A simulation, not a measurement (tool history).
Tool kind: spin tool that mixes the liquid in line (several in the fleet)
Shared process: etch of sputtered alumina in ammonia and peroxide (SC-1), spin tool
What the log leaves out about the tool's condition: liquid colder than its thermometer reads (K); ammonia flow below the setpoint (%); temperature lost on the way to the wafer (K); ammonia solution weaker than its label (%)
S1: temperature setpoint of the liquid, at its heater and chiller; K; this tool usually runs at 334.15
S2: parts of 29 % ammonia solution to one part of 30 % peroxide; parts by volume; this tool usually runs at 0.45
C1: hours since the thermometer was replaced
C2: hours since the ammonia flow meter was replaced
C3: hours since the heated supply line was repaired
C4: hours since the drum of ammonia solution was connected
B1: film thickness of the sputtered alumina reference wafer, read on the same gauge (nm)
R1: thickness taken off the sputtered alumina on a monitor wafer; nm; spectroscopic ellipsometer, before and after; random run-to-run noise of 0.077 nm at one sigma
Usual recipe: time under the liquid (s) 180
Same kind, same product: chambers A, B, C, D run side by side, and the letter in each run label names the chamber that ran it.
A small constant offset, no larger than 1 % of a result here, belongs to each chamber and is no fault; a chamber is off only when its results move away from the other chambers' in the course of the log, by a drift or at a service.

Run 1A, hour 8.1: usual settings; C1 1890.4; C2 428.0; C3 194.7; C4 571.9; B1 49.992. Result: R1 16.799 nm.
Run 2B, hour 16.7: usual settings; C1 1016.4; C2 315.6; C3 1378.2; C4 244.4; B1 49.999. Result: R1 17.049 nm.
Run 3D, hour 26.3: usual settings; C1 2865.4; C2 1569.4; C3 1943.6; C4 552.2; B1 50.007. Result: R1 16.853 nm.
Run 4C, hour 35.9: usual settings; C1 1024.1; C2 155.1; C3 608.2; C4 76.1; B1 50.017. Result: R1 16.954 nm.
Run 5D, hour 46.0: usual settings; C1 2885.1; C2 1589.1; C3 1963.3; C4 571.9; B1 49.989. Result: R1 17.070 nm.
Run 6A, hour 51.4: usual settings; C1 1933.7; C2 471.3; C3 238.0; C4 615.2; B1 49.996. Result: R1 16.818 nm.
At hour 57.2: chamber A: new drum of ammonia solution connected.
Run 7C, hour 57.9: usual settings but S2 0.35 parts by volume; C1 1046.1; C2 177.1; C3 630.2; C4 98.1; B1 49.996. Result: R1 16.496 nm.
Run 8B, hour 68.4: usual settings but S2 0.35 parts by volume; C1 1068.1; C2 367.3; C3 1429.9; C4 296.1; B1 50.002. Result: R1 16.641 nm.
Run 9D, hour 78.6: usual settings but S2 0.35 parts by volume; C1 2917.7; C2 1621.7; C3 1995.9; C4 604.5; B1 50.023. Result: R1 16.612 nm.
Run 10A, hour 85.0: usual settings but S2 0.35 parts by volume; C1 1967.3; C2 504.9; C3 271.6; C4 27.9; B1 50.018. Result: R1 16.405 nm.
Run 11B, hour 93.0: usual settings; C1 1092.7; C2 391.9; C3 1454.5; C4 320.7; B1 50.013. Result: R1 16.770 nm.
Run 12C, hour 102.6: usual settings; C1 1090.8; C2 221.8; C3 674.9; C4 142.8; B1 49.995. Result: R1 16.927 nm.
Run 13C, hour 107.6: usual settings; C1 1095.8; C2 226.8; C3 679.9; C4 147.8; B1 49.986. Result: R1 16.932 nm.
Run 14A, hour 118.6: usual settings; C1 2000.9; C2 538.5; C3 305.2; C4 61.5; B1 50.023. Result: R1 17.016 nm.
Run 15D, hour 129.1: usual settings; C1 2968.2; C2 1672.2; C3 2046.4; C4 655.0; B1 50.006. Result: R1 17.039 nm.
Run 16B, hour 139.3: usual settings; C1 1139.0; C2 438.2; C3 1500.8; C4 367.0; B1 49.997. Result: R1 16.565 nm.
Run 17C, hour 147.6: usual settings; C1 1135.8; C2 266.8; C3 719.9; C4 187.8; B1 50.007. Result: R1 16.946 nm.
Run 18B, hour 156.1: usual settings; C1 1155.8; C2 455.0; C3 1517.6; C4 383.8; B1 49.990. Result: R1 16.503 nm.
At hour 164.9: chamber D: thermometer replaced.
Run 19A, hour 166.2: usual settings but S2 0.55 parts by volume; C1 2048.5; C2 586.1; C3 352.8; C4 109.1; B1 50.007. Result: R1 17.280 nm.
Run 20D, hour 174.4: usual settings but S2 0.55 parts by volume; C1 9.5; C2 1717.5; C3 2091.7; C4 700.3; B1 49.992. Result: R1 17.243 nm.
Run 21A, hour 183.2: usual settings but S2 0.55 parts by volume; C1 2065.5; C2 603.1; C3 369.8; C4 126.1; B1 49.985. Result: R1 17.153 nm.
Run 22D, hour 188.5: usual settings but S2 0.55 parts by volume; C1 23.6; C2 1731.6; C3 2105.8; C4 714.4; B1 49.996. Result: R1 17.209 nm.
At hour 195.4: chamber B: ammonia flow meter replaced.
Run 23C, hour 199.1: usual settings; C1 1187.3; C2 318.3; C3 771.4; C4 239.3; B1 50.002. Result: R1 16.821 nm.
Run 24B, hour 206.6: usual settings; C1 1206.3; C2 11.3; C3 1568.1; C4 434.3; B1 50.006. Result: R1 16.298 nm.
Run 25B, hour 212.1: usual settings; C1 1211.8; C2 16.8; C3 1573.6; C4 439.8; B1 50.004. Result: R1 16.169 nm.
Run 26D, hour 220.1: usual settings; C1 55.2; C2 1763.2; C3 2137.4; C4 746.0; B1 49.999. Result: R1 16.942 nm.

The same settings go to every chamber for the next run, one line per chamber below. Forecast the results for each:
Run 27A, hour 228.2: usual settings. Result: R1 ?.
Run 27B, hour 228.2: usual settings. Result: R1 ?.
Run 27C, hour 228.2: usual settings. Result: R1 ?.
Run 27D, hour 228.2: usual settings. Result: R1 ?.

run      R1
27A  16.934
27B  16.045
27C  17.080
27D  17.041
